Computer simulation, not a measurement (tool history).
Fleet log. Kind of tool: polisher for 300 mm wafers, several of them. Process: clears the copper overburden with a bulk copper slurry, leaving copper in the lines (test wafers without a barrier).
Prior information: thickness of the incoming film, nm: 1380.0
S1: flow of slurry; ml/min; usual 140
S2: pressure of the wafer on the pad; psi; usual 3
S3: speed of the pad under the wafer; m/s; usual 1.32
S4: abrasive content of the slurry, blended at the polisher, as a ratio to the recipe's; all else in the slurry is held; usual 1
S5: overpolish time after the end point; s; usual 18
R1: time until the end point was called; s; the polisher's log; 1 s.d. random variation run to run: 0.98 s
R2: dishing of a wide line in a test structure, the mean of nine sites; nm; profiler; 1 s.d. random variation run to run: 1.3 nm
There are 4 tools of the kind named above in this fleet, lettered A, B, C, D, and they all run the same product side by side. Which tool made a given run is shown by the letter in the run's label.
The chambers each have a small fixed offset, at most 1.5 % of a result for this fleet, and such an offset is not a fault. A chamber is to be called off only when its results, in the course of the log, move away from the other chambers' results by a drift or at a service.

At hour 3: chamber D: worn pad replaced by a new one.
At hour 10.9: chamber B: worn pad replaced by a new one.
Run 1C, hour 15.9: usual settings. Result: R1 120.8 s, R2 103.23 nm.
At hour 21.4: chamber B: slurry blender recalibrated.
At hour 22.3: chamber C: slurry blender recalibrated.
At hour 23.7: chamber B: head pressure recalibrated.
Run 2D, hour 24.8: usual settings. Result: R1 121.93 s, R2 103.16 nm.
At hour 33.8: chamber A: head pressure recalibrated.
Run 3A, hour 39.5: usual settings. Result: R1 120.61 s, R2 104.57 nm.
At hour 42.2: chamber C: worn pad replaced by a new one.
Run 4B, hour 47.7: usual settings. Result: R1 121.76 s, R2 105.61 nm.
Run 5D, hour 62.3: usual settings but S3 1.56 m/s, S4 1.15. Result: R1 100.97 s, R2 114.26 nm.
At hour 72.1: chamber A: worn pad replaced by a new one.
Run 6A, hour 76.5: usual settings but S3 1.56 m/s, S4 1.15. Result: R1 99.114 s, R2 113.54 nm.
At hour 79.6: chamber D: worn pad replaced by a new one.
Run 7B, hour 85.7: usual settings but S3 1.56 m/s, S4 1.15. Result: R1 99.666 s, R2 115.78 nm.
Run 8C, hour 94.3: usual settings but S3 1.56 m/s, S4 1.15. Result: R1 99.192 s, R2 117.32 nm.
Run 9D, hour 103.4: usual settings but S1 125 ml/min. Result: R1 127.07 s, R2 105.08 nm.
At hour 110: chamber B: worn pad replaced by a new one.
Run 10B, hour 112.6: usual settings but S1 125 ml/min. Result: R1 122.12 s, R2 104.04 nm.
Run 11C, hour 122.9: usual settings but S1 125 ml/min. Result: R1 122.22 s, R2 102.15 nm.
Run 12A, hour 132.7: usual settings but S1 125 ml/min. Result: R1 121.85 s, R2 101.83 nm.
Run 13B, hour 140.8: usual settings but S4 0.8. Result: R1 126.66 s, R2 100.5 nm.
Run 14A, hour 149.8: usual settings but S4 0.8. Result: R1 127.09 s, R2 100.48 nm.
At hour 155.1: chamber C: worn pad replaced by a new one.
At hour 161.6: chamber D: worn pad replaced by a new one.
Run 15C, hour 165.1: usual settings but S4 0.8. Result: R1 126.03 s, R2 101.26 nm.
At hour 171.7: chamber C: slurry nozzle cleaned.
Run 16D, hour 176.7: usual settings but S4 0.8. Result: R1 129 s, R2 101.55 nm.
At hour 182.6: chamber D: slurry blender recalibrated.
Run 17A, hour 190.4: usual settings. Result: R1 119.55 s, R2 104.84 nm.
At hour 196.7: chamber A: worn pad replaced by a new one.
Run 18D, hour 198.8: usual settings. Result: R1 121.83 s, R2 104.81 nm.
At hour 203.7: chamber B: worn pad replaced by a new one.
Run 19B, hour 212.4: usual settings. Result: R1 120.33 s, R2 105.21 nm.
Run 20C, hour 220.9: usual settings but S1 180 ml/min. Result: R1 114.87 s, R2 108.47 nm.
Run 21C, hour 230.2: usual settings but S1 180 ml/min. Result: R1 115.17 s, R2 106.99 nm.
Run 22B, hour 246.8: usual settings but S1 180 ml/min. Result: R1 116.97 s, R2 107.9 nm.
At hour 251.7: chamber D: worn pad replaced by a new one.
At hour 256.9: chamber A: slurry blender recalibrated.
Run 23A, hour 257.7: usual settings but S1 180 ml/min. Result: R1 116.17 s, R2 104.55 nm.
Run 24D, hour 265.4: usual settings. Result: R1 122.15 s, R2 100.79 nm.

Each of the 4 chambers runs these same settings next. Fill in every chamber's results:
Run 25A, hour 277.4: usual settings but S1 115 ml/min. Result: R1 ?, R2 ?.
Run 25B, hour 277.4: usual settings but S1 115 ml/min. Result: R1 ?, R2 ?.
Run 25C, hour 277.4: usual settings but S1 115 ml/min. Result: R1 ?, R2 ?.
Run 25D, hour 277.4: usual settings but S1 115 ml/min. Result: R1 ?, R2 ?.

run      R1      R2
25A  124.86  100.61
25B  125.84  103.02
25C  124.43  101.94
25D  129.54  104.06

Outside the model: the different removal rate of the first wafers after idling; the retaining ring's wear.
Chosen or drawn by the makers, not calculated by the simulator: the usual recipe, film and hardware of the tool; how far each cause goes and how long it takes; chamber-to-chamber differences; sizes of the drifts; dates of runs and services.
